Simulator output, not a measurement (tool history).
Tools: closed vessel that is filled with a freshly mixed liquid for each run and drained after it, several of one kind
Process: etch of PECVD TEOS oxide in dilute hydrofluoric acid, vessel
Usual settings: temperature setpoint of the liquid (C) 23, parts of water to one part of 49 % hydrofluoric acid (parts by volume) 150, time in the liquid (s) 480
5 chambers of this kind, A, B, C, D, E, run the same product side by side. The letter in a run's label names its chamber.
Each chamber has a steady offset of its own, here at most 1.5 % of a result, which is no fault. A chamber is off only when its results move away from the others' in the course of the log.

run,hour,temperature setpoint of the liquid (C),parts of water to one part of 49 % hydrofluoric acid (parts by volume),time in the liquid (s),hours since the thermometer was replaced,hours since the hydrofluoric acid flow meter was replaced,"read-back film thickness of the PECVD TEOS oxide reference wafer, read on the same gauge (nm)",thickness taken off the PECVD TEOS oxide on a monitor wafer (nm)
1A,4.7,23,150,480,947.6,563.7,39.996,50.943
2E,13.5,23,150,480,415.9,165,40.018,51.193
3C,22.9,23,150,480,623.6,353.9,39.984,51.623
4B,30.7,23,150,480,672.1,474.2,40,51.392
5D,37.7,23,150,480,886,456.5,39.995,51.039
6B,45.7,23,75,480,687.1,489.2,40.042,110.58
7E,53.8,23,75,480,456.2,205.3,40.038,109.82
8C,62.8,23,75,480,663.5,393.8,40.058,111.43
9A,73.1,23,75,480,1016,632.1,40.009,112.78
10D,79,23,75,480,927.3,497.8,40.001,112.33
11E,88.8,23,150,480,491.2,240.3,40.045,50.56
12B,97,23,150,480,738.4,540.5,40.018,51.801
13D,101.6,23,150,480,949.9,520.4,40.009,51.362
14A,108.8,23,150,480,1051.7,667.8,39.992,51.012
15C,115.3,23,150,480,716,446.3,40.04,51.952
16C,121.6,27,150,480,722.3,452.6,39.978,60.208
17A,127.2,27,150,480,1070.1,686.2,40.041,59.654
18D,137.4,27,150,480,985.7,556.2,39.948,59.091
19B,147.4,27,150,480,788.8,590.9,40.033,59.866
20E,152.1,27,150,480,554.5,303.6,39.992,57.663
# hour 159.4: chamber E: thermometer replaced
21D,160.1,23,150,480,1008.4,578.9,40.034,50.938
22E,166.7,23,150,480,7.4,318.2,40.018,49.552
23C,173.5,23,150,480,774.2,504.5,40.007,51.944
24A,183.1,23,150,480,1126,742.1,40.006,51.015
25B,190.1,23,150,480,831.5,633.6,40.027,51.294
26A,195.9,23,150,480,1138.8,754.9,40.02,50.909
27D,205,23,150,480,1053.3,623.8,39.977,51.297
# hour 205.4: chamber A: hydrofluoric acid flow meter replaced
28C,209.5,23,150,480,810.2,540.5,40.005,52.078
29E,217.2,23,150,480,57.9,368.7,40.008,48.781
30B,221.9,23,150,480,863.3,665.4,39.992,51.055
31A,232.1,27.5,150,480,1175,26.8,39.979,60.803
32B,236.7,27.5,150,480,878.1,680.2,39.998,60.808
33E,241.3,27.5,150,480,82,392.8,40.024,58.008
34D,251.5,27.5,150,480,1099.8,670.3,39.961,60.379
35C,257.8,27.5,150,480,858.5,588.8,40.011,61.303
36A,263.5,23,150,480,1206.4,58.2,40.009,51.731
37B,270,23,150,480,911.4,713.5,40.013,51.475
38C,280,23,150,480,880.7,611,40.011,52.083
39E,285.9,23,100,480,126.6,437.4,39.998,76.756
40D,294.4,23,100,480,1142.7,713.2,39.989,81.997
41A,299,23,100,480,1241.9,93.7,39.982,81.331

All 5 chambers run these settings next. Forecast each chamber's results:
42A,306.6,23,90,480,,,,?
42B,306.6,23,90,480,,,,?
42C,306.6,23,90,480,,,,?
42D,306.6,23,90,480,,,,?
42E,306.6,23,90,480,,,,?

run,thickness taken off the PECVD TEOS oxide on a monitor wafer (nm)
42A,92.248
42B,91.132
42C,91.535
42D,91.362
42E,85.675

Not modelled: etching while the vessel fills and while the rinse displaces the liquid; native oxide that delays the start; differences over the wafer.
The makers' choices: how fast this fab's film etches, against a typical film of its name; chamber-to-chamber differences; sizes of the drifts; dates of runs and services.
